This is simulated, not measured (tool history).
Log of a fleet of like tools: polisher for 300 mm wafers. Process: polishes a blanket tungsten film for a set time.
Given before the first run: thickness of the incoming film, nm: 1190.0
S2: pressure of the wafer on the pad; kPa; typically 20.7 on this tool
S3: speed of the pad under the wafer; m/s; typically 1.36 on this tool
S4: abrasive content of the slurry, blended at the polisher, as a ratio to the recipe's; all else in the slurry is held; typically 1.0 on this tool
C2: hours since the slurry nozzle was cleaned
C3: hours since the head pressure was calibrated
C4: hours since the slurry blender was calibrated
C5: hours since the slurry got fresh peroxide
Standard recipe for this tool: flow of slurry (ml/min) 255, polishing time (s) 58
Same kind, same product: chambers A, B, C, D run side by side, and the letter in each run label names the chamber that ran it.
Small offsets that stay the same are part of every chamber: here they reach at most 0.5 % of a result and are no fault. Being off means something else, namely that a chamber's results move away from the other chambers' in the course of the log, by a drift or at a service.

{"hour": 1.6, "done": "chamber D: slurry tank refilled with fresh slurry and peroxide"}
{"run": "1B", "hour": 11.1, "flow of slurry (ml/min)": 255, "S2": 20.7, "S3": 1.36, "S4": 1.0, "polishing time (s)": 58, "wafers polished on this pad": 456, "C2": 390.7, "C3": 170.8, "C4": 62.5, "C5": 22.0, "film removed (angstrom)": 3316.2}
{"hour": 18.0, "done": "chamber D: worn pad replaced by a new one"}
{"hour": 19.3, "done": "chamber B: slurry nozzle cleaned"}
{"run": "2A", "hour": 24.5, "flow of slurry (ml/min)": 255, "S2": 20.7, "S3": 1.36, "S4": 1.0, "polishing time (s)": 58, "wafers polished on this pad": 517, "C2": 457.1, "C3": 310.4, "C4": 97.3, "C5": 39.1, "film removed (angstrom)": 3286.2}
{"hour": 35.6, "done": "chamber C: worn pad replaced by a new one"}
{"run": "3D", "hour": 40.3, "flow of slurry (ml/min)": 255, "S2": 20.7, "S3": 1.36, "S4": 1.0, "polishing time (s)": 58, "wafers polished on this pad": 289, "C2": 165.8, "C3": 168.9, "C4": 65.4, "C5": 38.8, "film removed (angstrom)": 3311.8}
{"hour": 48.4, "done": "chamber C: slurry blender recalibrated"}
{"run": "4C", "hour": 56.8, "flow of slurry (ml/min)": 255, "S2": 20.7, "S3": 1.36, "S4": 1.0, "polishing time (s)": 58, "wafers polished on this pad": 275, "C2": 91.7, "C3": 515.1, "C4": 8.5, "C5": 78.6, "film removed (angstrom)": 3295.7}
{"hour": 58.4, "done": "chamber B: worn pad replaced by a new one"}
{"hour": 62.3, "done": "chamber A: slurry tank refilled with fresh slurry and peroxide"}
{"run": "5D", "hour": 72.4, "flow of slurry (ml/min)": 255, "S2": 20.7, "S3": 1.36, "S4": 1.0, "polishing time (s)": 58, "wafers polished on this pad": 704, "C2": 197.9, "C3": 201.0, "C4": 97.5, "C5": 70.9, "film removed (angstrom)": 3238.1}
{"hour": 73.9, "done": "chamber B: slurry tank refilled with fresh slurry and peroxide"}
{"hour": 79.3, "done": "chamber A: worn pad replaced by a new one"}
{"run": "6A", "hour": 81.0, "flow of slurry (ml/min)": 255, "S2": 20.7, "S3": 1.36, "S4": 1.0, "polishing time (s)": 58, "wafers polished on this pad": 22, "C2": 513.6, "C3": 366.9, "C4": 153.8, "C5": 18.7, "film removed (angstrom)": 3245.1}
{"hour": 84.3, "done": "chamber A: slurry blender recalibrated"}
{"run": "7B", "hour": 93.0, "flow of slurry (ml/min)": 255, "S2": 20.7, "S3": 1.36, "S4": 1.0, "polishing time (s)": 58, "wafers polished on this pad": 447, "C2": 73.8, "C3": 252.7, "C4": 144.4, "C5": 19.2, "film removed (angstrom)": 3234.6}
{"hour": 93.8, "done": "chamber A: head pressure recalibrated"}
{"hour": 101.3, "done": "chamber D: worn pad replaced by a new one"}
{"run": "8C", "hour": 108.8, "flow of slurry (ml/min)": 255, "S2": 20.7, "S3": 1.36, "S4": 1.0, "polishing time (s)": 58, "wafers polished on this pad": 947, "C2": 143.7, "C3": 567.1, "C4": 60.5, "C5": 130.6, "film removed (angstrom)": 3140.1}
{"hour": 118.2, "done": "chamber B: slurry blender recalibrated"}
{"run": "9A", "hour": 121.2, "flow of slurry (ml/min)": 255, "S2": 15.9, "S3": 1.36, "S4": 1.0, "polishing time (s)": 58, "wafers polished on this pad": 541, "C2": 553.8, "C3": 27.5, "C4": 36.9, "C5": 58.9, "film removed (angstrom)": 2536.8}
{"run": "10C", "hour": 134.0, "flow of slurry (ml/min)": 255, "S2": 15.9, "S3": 1.36, "S4": 1.0, "polishing time (s)": 58, "wafers polished on this pad": 1272, "C2": 168.9, "C3": 592.3, "C4": 85.7, "C5": 155.8, "film removed (angstrom)": 2453.4}
{"hour": 142.4, "done": "chamber C: worn pad replaced by a new one"}
{"hour": 143.0, "done": "chamber B: worn pad replaced by a new one"}
{"run": "11B", "hour": 146.5, "flow of slurry (ml/min)": 255, "S2": 15.9, "S3": 1.36, "S4": 1.0, "polishing time (s)": 58, "wafers polished on this pad": 46, "C2": 127.3, "C3": 306.2, "C4": 28.4, "C5": 72.7, "film removed (angstrom)": 2481.2}
{"hour": 147.3, "done": "chamber A: slurry tank refilled with fresh slurry and peroxide"}
{"hour": 152.5, "done": "chamber D: slurry tank refilled with fresh slurry and peroxide"}
{"run": "12D", "hour": 161.8, "flow of slurry (ml/min)": 255, "S2": 15.9, "S3": 1.36, "S4": 1.0, "polishing time (s)": 58, "wafers polished on this pad": 782, "C2": 287.3, "C3": 290.4, "C4": 186.9, "C5": 9.4, "film removed (angstrom)": 2512.1}
{"hour": 170.4, "done": "chamber D: slurry blender recalibrated"}
{"run": "13D", "hour": 172.5, "flow of slurry (ml/min)": 255, "S2": 20.7, "S3": 1.36, "S4": 1.0, "polishing time (s)": 58, "wafers polished on this pad": 920, "C2": 298.0, "C3": 301.1, "C4": 2.2, "C5": 20.1, "film removed (angstrom)": 3252.1}
{"hour": 173.1, "done": "chamber B: slurry tank refilled with fresh slurry and peroxide"}
{"hour": 176.5, "done": "chamber B: head pressure recalibrated"}
{"hour": 179.0, "done": "chamber A: worn pad replaced by a new one"}
{"hour": 183.6, "done": "chamber C: head pressure recalibrated"}
{"run": "14A", "hour": 186.7, "flow of slurry (ml/min)": 255, "S2": 20.7, "S3": 1.36, "S4": 1.0, "polishing time (s)": 58, "wafers polished on this pad": 100, "C2": 619.3, "C3": 93.0, "C4": 102.4, "C5": 39.4, "film removed (angstrom)": 3243.3}
{"hour": 197.1, "done": "chamber D: worn pad replaced by a new one"}
{"run": "15B", "hour": 200.4, "flow of slurry (ml/min)": 255, "S2": 20.7, "S3": 1.36, "S4": 1.0, "polishing time (s)": 58, "wafers polished on this pad": 743, "C2": 181.2, "C3": 23.9, "C4": 82.3, "C5": 27.3, "film removed (angstrom)": 3289.0}
{"run": "16C", "hour": 208.5, "flow of slurry (ml/min)": 255, "S2": 20.7, "S3": 1.36, "S4": 1.0, "polishing time (s)": 58, "wafers polished on this pad": 854, "C2": 243.4, "C3": 24.9, "C4": 160.2, "C5": 230.3, "film removed (angstrom)": 3098.7}
{"run": "17A", "hour": 218.8, "flow of slurry (ml/min)": 255, "S2": 20.7, "S3": 1.36, "S4": 1.0, "polishing time (s)": 58, "wafers polished on this pad": 515, "C2": 651.4, "C3": 125.1, "C4": 134.5, "C5": 71.5, "film removed (angstrom)": 3291.2}
{"run": "18B", "hour": 234.1, "flow of slurry (ml/min)": 255, "S2": 20.7, "S3": 1.36, "S4": 1.0, "polishing time (s)": 58, "wafers polished on this pad": 1178, "C2": 214.9, "C3": 57.6, "C4": 116.0, "C5": 61.0, "film removed (angstrom)": 3219.2}
{"hour": 245.3, "done": "chamber B: worn pad replaced by a new one"}
{"hour": 246.2, "done": "chamber A: slurry tank refilled with fresh slurry and peroxide"}
{"hour": 246.6, "done": "chamber B: slurry blender recalibrated"}
{"run": "19D", "hour": 248.3, "flow of slurry (ml/min)": 255, "S2": 20.7, "S3": 1.36, "S4": 1.0, "polishing time (s)": 58, "wafers polished on this pad": 662, "C2": 373.8, "C3": 376.9, "C4": 78.0, "C5": 95.9, "film removed (angstrom)": 3248.2}
{"hour": 260.2, "done": "chamber B: slurry tank refilled with fresh slurry and peroxide"}
{"hour": 260.5, "done": "chamber A: worn pad replaced by a new one"}
{"run": "20C", "hour": 262.4, "flow of slurry (ml/min)": 255, "S2": 20.7, "S3": 1.36, "S4": 1.0, "polishing time (s)": 58, "wafers polished on this pad": 1551, "C2": 297.3, "C3": 78.8, "C4": 214.1, "C5": 284.2, "film removed (angstrom)": 3043.1}
{"hour": 262.5, "done": "chamber C: worn pad replaced by a new one"}
{"hour": 269.2, "done": "chamber A: slurry blender recalibrated"}
{"run": "21B", "hour": 275.7, "flow of slurry (ml/min)": 255, "S2": 20.7, "S3": 1.36, "S4": 1.0, "polishing time (s)": 58, "wafers polished on this pad": 393, "C2": 256.5, "C3": 99.2, "C4": 29.1, "C5": 15.5, "film removed (angstrom)": 3244.2}
{"hour": 279.7, "done": "chamber D: worn pad replaced by a new one"}
{"run": "22D", "hour": 284.9, "flow of slurry (ml/min)": 255, "S2": 20.7, "S3": 1.36, "S4": 1.0, "polishing time (s)": 58, "wafers polished on this pad": 68, "C2": 410.4, "C3": 413.5, "C4": 114.6, "C5": 132.5, "film removed (angstrom)": 3288.0}
{"hour": 285.4, "done": "chamber A: slurry nozzle cleaned"}
{"run": "23C", "hour": 297.1, "flow of slurry (ml/min)": 255, "S2": 20.7, "S3": 1.36, "S4": 1.0, "polishing time (s)": 58, "wafers polished on this pad": 447, "C2": 332.0, "C3": 113.5, "C4": 248.8, "C5": 318.9, "film removed (angstrom)": 3012.0}
{"run": "24A", "hour": 313.3, "flow of slurry (ml/min)": 255, "S2": 20.7, "S3": 1.36, "S4": 1.0, "polishing time (s)": 58, "wafers polished on this pad": 682, "C2": 27.9, "C3": 219.6, "C4": 44.2, "C5": 67.2, "film removed (angstrom)": 3341.1}
{"hour": 325.2, "done": "chamber D: slurry tank refilled with fresh slurry and peroxide"}
{"run": "25A", "hour": 325.2, "flow of slurry (ml/min)": 255, "S2": 20.7, "S3": 1.36, "S4": 1.0, "polishing time (s)": 58, "wafers polished on this pad": 836, "C2": 39.8, "C3": 231.5, "C4": 56.1, "C5": 79.1, "film removed (angstrom)": 3246.0}
{"hour": 328.8, "done": "chamber B: worn pad replaced by a new one"}
{"hour": 329.0, "done": "chamber A: slurry tank refilled with fresh slurry and peroxide"}
{"hour": 330.6, "done": "chamber D: slurry nozzle cleaned"}
{"run": "26B", "hour": 337.4, "flow of slurry (ml/min)": 255, "S2": 20.7, "S3": 1.36, "S4": 1.0, "polishing time (s)": 58, "wafers polished on this pad": 112, "C2": 318.2, "C3": 160.9, "C4": 90.8, "C5": 77.2, "film removed (angstrom)": 3288.3}
{"hour": 344.8, "done": "chamber A: worn pad replaced by a new one"}
{"hour": 348.2, "done": "chamber B: slurry tank refilled with fresh slurry and peroxide"}
{"run": "27D", "hour": 352.5, "flow of slurry (ml/min)": 255, "S2": 20.7, "S3": 1.36, "S4": 1.0, "polishing time (s)": 58, "wafers polished on this pad": 942, "C2": 22.0, "C3": 481.1, "C4": 182.2, "C5": 27.3, "film removed (angstrom)": 3214.0}
{"hour": 357.5, "done": "chamber D: worn pad replaced by a new one"}
{"run": "28C", "hour": 363.5, "flow of slurry (ml/min)": 255, "S2": 20.7, "S3": 1.36, "S4": 1.0, "polishing time (s)": 58, "wafers polished on this pad": 1305, "C2": 398.4, "C3": 179.9, "C4": 315.2, "C5": 385.3, "film removed (angstrom)": 2905.5}
{"hour": 370.5, "done": "chamber D: slurry blender recalibrated"}
{"hour": 372.6, "done": "chamber B: slurry blender recalibrated"}
{"hour": 376.1, "done": "chamber D: head pressure recalibrated"}
{"run": "29A", "hour": 378.4, "flow of slurry (ml/min)": 255, "S2": 20.7, "S3": 1.36, "S4": 1.0, "polishing time (s)": 58, "wafers polished on this pad": 435, "C2": 93.0, "C3": 284.7, "C4": 109.3, "C5": 49.4, "film removed (angstrom)": 3287.3}
{"hour": 383.8, "done": "chamber C: slurry blender recalibrated"}
{"run": "30C", "hour": 387.8, "flow of slurry (ml/min)": 255, "S2": 20.7, "S3": 1.36, "S4": 1.0, "polishing time (s)": 58, "wafers polished on this pad": 1619, "C2": 422.7, "C3": 204.2, "C4": 4.0, "C5": 409.6, "film removed (angstrom)": 2904.9}
{"hour": 388.8, "done": "chamber C: worn pad replaced by a new one"}
{"run": "31B", "hour": 395.8, "flow of slurry (ml/min)": 255, "S2": 20.7, "S3": 1.36, "S4": 1.0, "polishing time (s)": 58, "wafers polished on this pad": 867, "C2": 376.6, "C3": 219.3, "C4": 23.2, "C5": 47.6, "film removed (angstrom)": 3368.5}
{"run": "32D", "hour": 409.6, "flow of slurry (ml/min)": 255, "S2": 20.7, "S3": 1.36, "S4": 1.0, "polishing time (s)": 58, "wafers polished on this pad": 674, "C2": 79.1, "C3": 33.6, "C4": 39.2, "C5": 84.4, "film removed (angstrom)": 3264.5}
{"hour": 412.6, "done": "chamber B: worn pad replaced by a new one"}
{"run": "33C", "hour": 418.1, "flow of slurry (ml/min)": 255, "S2": 20.7, "S3": 1.36, "S4": 1.0, "polishing time (s)": 58, "wafers polished on this pad": 378, "C2": 453.0, "C3": 234.5, "C4": 34.3, "C5": 439.9, "film removed (angstrom)": 2846.3}
{"hour": 426.8, "done": "chamber B: slurry nozzle cleaned"}
{"hour": 428.5, "done": "chamber A: slurry tank refilled with fresh slurry and peroxide"}
{"run": "34B", "hour": 430.4, "flow of slurry (ml/min)": 195, "S2": 20.7, "S3": 1.36, "S4": 0.8, "polishing time (s)": 58, "wafers polished on this pad": 230, "C2": 3.6, "C3": 253.9, "C4": 57.8, "C5": 82.2, "film removed (angstrom)": 3064.8}
{"hour": 434.3, "done": "chamber A: worn pad replaced by a new one"}
{"run": "35A", "hour": 439.2, "flow of slurry (ml/min)": 195, "S2": 20.7, "S3": 1.36, "S4": 0.8, "polishing time (s)": 58, "wafers polished on this pad": 63, "C2": 153.8, "C3": 345.5, "C4": 170.1, "C5": 10.7, "film removed (angstrom)": 2959.9}

Each of the 4 chambers runs these same settings next. Fill in every chamber's results:
{"run": "36A", "hour": 451.1, "flow of slurry (ml/min)": 255, "S2": 13.8, "S3": 1.36, "S4": 1.0, "polishing time (s)": 58, "film removed (angstrom)": "?"}
{"run": "36B", "hour": 451.1, "flow of slurry (ml/min)": 255, "S2": 13.8, "S3": 1.36, "S4": 1.0, "polishing time (s)": 58, "film removed (angstrom)": "?"}
{"run": "36C", "hour": 451.1, "flow of slurry (ml/min)": 255, "S2": 13.8, "S3": 1.36, "S4": 1.0, "polishing time (s)": 58, "film removed (angstrom)": "?"}
{"run": "36D", "hour": 451.1, "flow of slurry (ml/min)": 255, "S2": 13.8, "S3": 1.36, "S4": 1.0, "polishing time (s)": 58, "film removed (angstrom)": "?"}

run=36A film_removed_(angstrom)=2150.5
run=36B film_removed_(angstrom)=2161.5
run=36C film_removed_(angstrom)=1855.9
run=36D film_removed_(angstrom)=2253.8
